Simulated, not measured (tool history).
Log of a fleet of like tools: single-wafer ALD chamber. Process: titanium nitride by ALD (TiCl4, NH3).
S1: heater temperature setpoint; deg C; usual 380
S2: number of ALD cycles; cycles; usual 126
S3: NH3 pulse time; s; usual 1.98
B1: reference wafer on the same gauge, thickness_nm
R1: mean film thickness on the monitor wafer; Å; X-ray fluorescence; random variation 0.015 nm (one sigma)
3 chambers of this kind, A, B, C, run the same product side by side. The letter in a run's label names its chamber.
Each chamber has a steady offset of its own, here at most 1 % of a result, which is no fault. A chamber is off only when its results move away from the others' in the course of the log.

run 1A day=0.371 | S1=380 S2=126 S3=1.98 | B1=3.1387 | R1=27.078
run 2C day=0.675 | S1=380 S2=126 S3=1.98 | B1=3.1417 | R1=27.291
run 3B day=1.029 | S1=380 S2=126 S3=1.98 | B1=3.1403 | R1=27.124
run 4A day=1.408 | S1=380 S2=126 S3=1.98 | B1=3.1347 | R1=27.306
run 5C day=1.662 | S1=368 S2=126 S3=1.98 | B1=3.1401 | R1=26.862
run 6B day=2.125 | S1=368 S2=126 S3=1.98 | B1=3.1432 | R1=26.963
run 7A day=2.371 | S1=368 S2=126 S3=1.98 | B1=3.1398 | R1=26.695
run 8C day=2.692 | S1=380 S2=126 S3=1.98 | B1=3.1363 | R1=27.604
run 9B day=2.912 | S1=385 S2=107 S3=1.98 | B1=3.1401 | R1=23.658
run 10C day=3.258 | S1=385 S2=107 S3=1.98 | B1=3.1396 | R1=23.315
run 11A day=3.500 | S1=385 S2=107 S3=1.98 | B1=3.1348 | R1=23.274
run 12B day=3.962 | S1=380 S2=126 S3=1.98 | B1=3.1380 | R1=27.558
run 13C day=4.175 | S1=380 S2=126 S3=1.98 | B1=3.1424 | R1=27.212
run 14A day=4.567 | S1=380 S2=114 S3=1.98 | B1=3.1385 | R1=24.715
run 15B day=5.025 | S1=380 S2=114 S3=1.98 | B1=3.1425 | R1=24.728
run 16B day=5.338 | S1=380 S2=114 S3=1.98 | B1=3.1439 | R1=24.633
run 17A day=5.783 | S1=380 S2=126 S3=1.98 | B1=3.1409 | R1=27.241
run 18C day=6.038 | S1=380 S2=126 S3=1.98 | B1=3.1378 | R1=27.353
run 19B day=6.258 | S1=380 S2=126 S3=1.98 | B1=3.1392 | R1=27.815
run 20A day=6.575 | S1=380 S2=126 S3=1.98 | B1=3.1405 | R1=27.021
run 21C day=7.025 | S1=380 S2=126 S3=1.98 | B1=3.1423 | R1=27.433
run 22C day=7.375 | S1=380 S2=126 S3=1.98 | B1=3.1389 | R1=27.379
run 23A day=7.662 | S1=380 S2=126 S3=1.98 | B1=3.1417 | R1=27.243
run 24B day=8.075 | S1=366 S2=126 S3=1.24 | B1=3.1394 | R1=25.564
run 25C day=8.338 | S1=366 S2=126 S3=1.24 | B1=3.1429 | R1=25.900
run 26A day=8.575 | S1=366 S2=126 S3=1.24 | B1=3.1409 | R1=25.587
run 27B day=8.867 | S1=368 S2=126 S3=2.74 | B1=3.1426 | R1=27.620
run 28C day=9.150 | S1=368 S2=126 S3=2.74 | B1=3.1373 | R1=27.352
run 29B day=9.596 | S1=368 S2=126 S3=2.74 | B1=3.1409 | R1=27.435

Next, every chamber runs the same settings. What will each give?
run 30A day=9.942 | S1=380 S2=126 S3=1.98 | R1=?
run 30B day=9.942 | S1=380 S2=126 S3=1.98 | R1=?
run 30C day=9.942 | S1=380 S2=126 S3=1.98 | R1=?

run=30A R1=26.972
run=30B R1=27.084
run=30C R1=27.346

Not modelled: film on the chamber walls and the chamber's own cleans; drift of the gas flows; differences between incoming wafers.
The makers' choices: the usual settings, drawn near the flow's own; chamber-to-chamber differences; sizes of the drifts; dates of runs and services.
